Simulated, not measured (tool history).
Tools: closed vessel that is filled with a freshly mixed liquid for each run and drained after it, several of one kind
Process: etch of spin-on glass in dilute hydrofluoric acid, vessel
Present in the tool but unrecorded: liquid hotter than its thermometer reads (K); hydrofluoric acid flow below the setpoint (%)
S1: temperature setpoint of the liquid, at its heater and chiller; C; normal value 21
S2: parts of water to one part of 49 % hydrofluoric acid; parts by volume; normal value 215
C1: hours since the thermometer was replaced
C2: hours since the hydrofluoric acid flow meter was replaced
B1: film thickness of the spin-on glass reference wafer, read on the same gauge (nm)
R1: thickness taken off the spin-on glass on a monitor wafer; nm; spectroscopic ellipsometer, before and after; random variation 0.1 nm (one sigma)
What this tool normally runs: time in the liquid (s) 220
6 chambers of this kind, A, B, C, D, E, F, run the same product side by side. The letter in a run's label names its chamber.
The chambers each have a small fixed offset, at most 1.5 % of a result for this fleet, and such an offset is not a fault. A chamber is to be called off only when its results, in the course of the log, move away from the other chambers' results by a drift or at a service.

{"run": "1A", "day": 0.379, "S1": 21, "S2": 215, "time in the liquid (s)": 220, "C1": 740.8, "C2": 378.5, "B1": 30.0, "R1": 17.038}
{"run": "2B", "day": 0.658, "S1": 21, "S2": 215, "time in the liquid (s)": 220, "C1": 1669.4, "C2": 123.6, "B1": 29.975, "R1": 16.962}
{"day": 0.992, "done": "chamber A: hydrofluoric acid flow meter replaced"}
{"run": "3C", "day": 1.096, "S1": 21, "S2": 215, "time in the liquid (s)": 220, "C1": 443.2, "C2": 321.1, "B1": 30.024, "R1": 16.789}
{"run": "4F", "day": 1.454, "S1": 21, "S2": 215, "time in the liquid (s)": 220, "C1": 1952.3, "C2": 551.0, "B1": 29.991, "R1": 16.948}
{"run": "5E", "day": 1.862, "S1": 21, "S2": 215, "time in the liquid (s)": 220, "C1": 791.6, "C2": 129.2, "B1": 30.0, "R1": 16.857}
{"run": "6D", "day": 2.233, "S1": 21, "S2": 215, "time in the liquid (s)": 220, "C1": 280.2, "C2": 1117.5, "B1": 29.968, "R1": 16.541}
{"run": "7A", "day": 2.504, "S1": 21, "S2": 215, "time in the liquid (s)": 220, "C1": 791.8, "C2": 36.4, "B1": 29.998, "R1": 16.924}
{"run": "8C", "day": 2.862, "S1": 21, "S2": 215, "time in the liquid (s)": 220, "C1": 485.6, "C2": 363.5, "B1": 29.984, "R1": 16.737}
{"run": "9F", "day": 3.238, "S1": 21, "S2": 215, "time in the liquid (s)": 220, "C1": 1995.1, "C2": 593.8, "B1": 30.028, "R1": 16.907}
{"run": "10D", "day": 3.471, "S1": 21, "S2": 215, "time in the liquid (s)": 220, "C1": 309.9, "C2": 1147.2, "B1": 29.992, "R1": 16.525}
{"run": "11B", "day": 3.667, "S1": 21, "S2": 215, "time in the liquid (s)": 220, "C1": 1741.6, "C2": 195.8, "B1": 30.031, "R1": 16.969}
{"run": "12E", "day": 3.912, "S1": 21, "S2": 215, "time in the liquid (s)": 220, "C1": 840.8, "C2": 178.4, "B1": 30.023, "R1": 17.123}
{"run": "13E", "day": 4.225, "S1": 21, "S2": 215, "time in the liquid (s)": 220, "C1": 848.3, "C2": 185.9, "B1": 30.003, "R1": 16.984}
{"run": "14C", "day": 4.546, "S1": 21, "S2": 215, "time in the liquid (s)": 220, "C1": 526.0, "C2": 403.9, "B1": 29.995, "R1": 16.734}
{"run": "15D", "day": 4.775, "S1": 21, "S2": 215, "time in the liquid (s)": 220, "C1": 341.2, "C2": 1178.5, "B1": 29.989, "R1": 16.632}
{"run": "16F", "day": 5.217, "S1": 21, "S2": 215, "time in the liquid (s)": 220, "C1": 2042.6, "C2": 641.3, "B1": 29.986, "R1": 17.186}
{"run": "17B", "day": 5.642, "S1": 21, "S2": 215, "time in the liquid (s)": 220, "C1": 1789.0, "C2": 243.2, "B1": 29.988, "R1": 16.983}
{"run": "18A", "day": 6.0, "S1": 21, "S2": 215, "time in the liquid (s)": 220, "C1": 875.7, "C2": 120.3, "B1": 29.984, "R1": 16.982}
{"run": "19D", "day": 6.212, "S1": 21, "S2": 215, "time in the liquid (s)": 220, "C1": 375.7, "C2": 1213.0, "B1": 29.973, "R1": 16.718}
{"run": "20F", "day": 6.438, "S1": 21, "S2": 215, "time in the liquid (s)": 220, "C1": 2071.9, "C2": 670.6, "B1": 29.969, "R1": 17.463}
{"day": 6.65, "done": "chamber D: hydrofluoric acid flow meter replaced"}
{"run": "21A", "day": 6.846, "S1": 21, "S2": 215, "time in the liquid (s)": 220, "C1": 896.0, "C2": 140.6, "B1": 30.022, "R1": 16.915}
{"run": "22B", "day": 7.042, "S1": 21, "S2": 215, "time in the liquid (s)": 220, "C1": 1822.6, "C2": 276.8, "B1": 29.99, "R1": 16.936}
{"run": "23C", "day": 7.271, "S1": 21, "S2": 215, "time in the liquid (s)": 220, "C1": 591.4, "C2": 469.3, "B1": 29.984, "R1": 16.838}
{"run": "24E", "day": 7.629, "S1": 21, "S2": 215, "time in the liquid (s)": 220, "C1": 930.0, "C2": 267.6, "B1": 29.951, "R1": 16.899}
{"run": "25C", "day": 7.833, "S1": 21, "S2": 215, "time in the liquid (s)": 220, "C1": 604.9, "C2": 482.8, "B1": 29.992, "R1": 16.608}
{"day": 8.142, "done": "chamber E: thermometer replaced"}
{"run": "26F", "day": 8.2, "S1": 21, "S2": 215, "time in the liquid (s)": 220, "C1": 2114.2, "C2": 712.9, "B1": 30.001, "R1": 17.252}
{"run": "27A", "day": 8.508, "S1": 21, "S2": 215, "time in the liquid (s)": 220, "C1": 935.9, "C2": 180.5, "B1": 29.994, "R1": 16.974}
{"run": "28D", "day": 8.946, "S1": 21, "S2": 215, "time in the liquid (s)": 220, "C1": 441.3, "C2": 55.1, "B1": 30.0, "R1": 16.46}
{"run": "29B", "day": 9.317, "S1": 21, "S2": 215, "time in the liquid (s)": 220, "C1": 1877.2, "C2": 331.4, "B1": 29.953, "R1": 16.755}
{"run": "30E", "day": 9.508, "S1": 21, "S2": 215, "time in the liquid (s)": 220, "C1": 32.8, "C2": 312.7, "B1": 29.98, "R1": 17.053}
{"day": 9.825, "done": "chamber B: thermometer replaced"}
{"run": "31E", "day": 9.912, "S1": 21, "S2": 215, "time in the liquid (s)": 220, "C1": 42.5, "C2": 322.4, "B1": 30.006, "R1": 17.047}
{"run": "32D", "day": 10.104, "S1": 21, "S2": 215, "time in the liquid (s)": 220, "C1": 469.1, "C2": 82.9, "B1": 29.998, "R1": 16.54}
{"run": "33C", "day": 10.504, "S1": 21, "S2": 215, "time in the liquid (s)": 220, "C1": 669.0, "C2": 546.9, "B1": 29.985, "R1": 16.52}
{"run": "34A", "day": 10.733, "S1": 21, "S2": 215, "time in the liquid (s)": 220, "C1": 989.3, "C2": 233.9, "B1": 29.996, "R1": 17.27}
{"run": "35B", "day": 10.95, "S1": 21, "S2": 215, "time in the liquid (s)": 220, "C1": 27.1, "C2": 370.6, "B1": 30.032, "R1": 16.926}
{"run": "36F", "day": 11.183, "S1": 21, "S2": 215, "time in the liquid (s)": 220, "C1": 2185.8, "C2": 784.5, "B1": 30.024, "R1": 17.797}
{"run": "37D", "day": 11.383, "S1": 21, "S2": 215, "time in the liquid (s)": 220, "C1": 499.8, "C2": 113.6, "B1": 29.958, "R1": 16.57}
{"run": "38A", "day": 11.646, "S1": 21, "S2": 215, "time in the liquid (s)": 220, "C1": 1011.2, "C2": 255.8, "B1": 29.994, "R1": 17.148}

Does one chamber stand apart from the rest, does the shared gauge drift, or is all well apart from small per-chamber offsets? Give the chamber and the most likely cause, where there is one.

One chamber, F, drifts off from the rest bit by bit.
Most likely cause: liquid hotter than its thermometer reads (K) = 1.44.
The log might look much the same if the cause were instead: hydrofluoric acid flow above the setpoint (%).

Which of the 4 candidates below, each the usual settings with something changed and its results left as question marks, puts chamber F back in line with what the other chambers give on the usual settings?
In line here means within this much of the mean the other chambers give on the usual settings: R1 0.350 nm
{"run": "39F-1", "day": 11.962, "S1": 21.0, "S2": 210, "time in the liquid (s)": 220, "R1": "?"}
{"run": "39F-2", "day": 11.962, "S1": 21.0, "S2": 215, "time in the liquid (s)": 215, "R1": "?"}
{"run": "39F-3", "day": 11.962, "S1": 21.0, "S2": 215, "time in the liquid (s)": 235, "R1": "?"}
{"run": "39F-4", "day": 11.962, "S1": 19.5, "S2": 215, "time in the liquid (s)": 220, "R1": "?"}

Usual-settings mean across the other chambers: R1 16.837 nm
run=39F-1 R1=18.421
run=39F-2 R1=17.501
run=39F-3 R1=19.129
run=39F-4 R1=16.914
39F-4 puts the chamber back in line with the other chambers.

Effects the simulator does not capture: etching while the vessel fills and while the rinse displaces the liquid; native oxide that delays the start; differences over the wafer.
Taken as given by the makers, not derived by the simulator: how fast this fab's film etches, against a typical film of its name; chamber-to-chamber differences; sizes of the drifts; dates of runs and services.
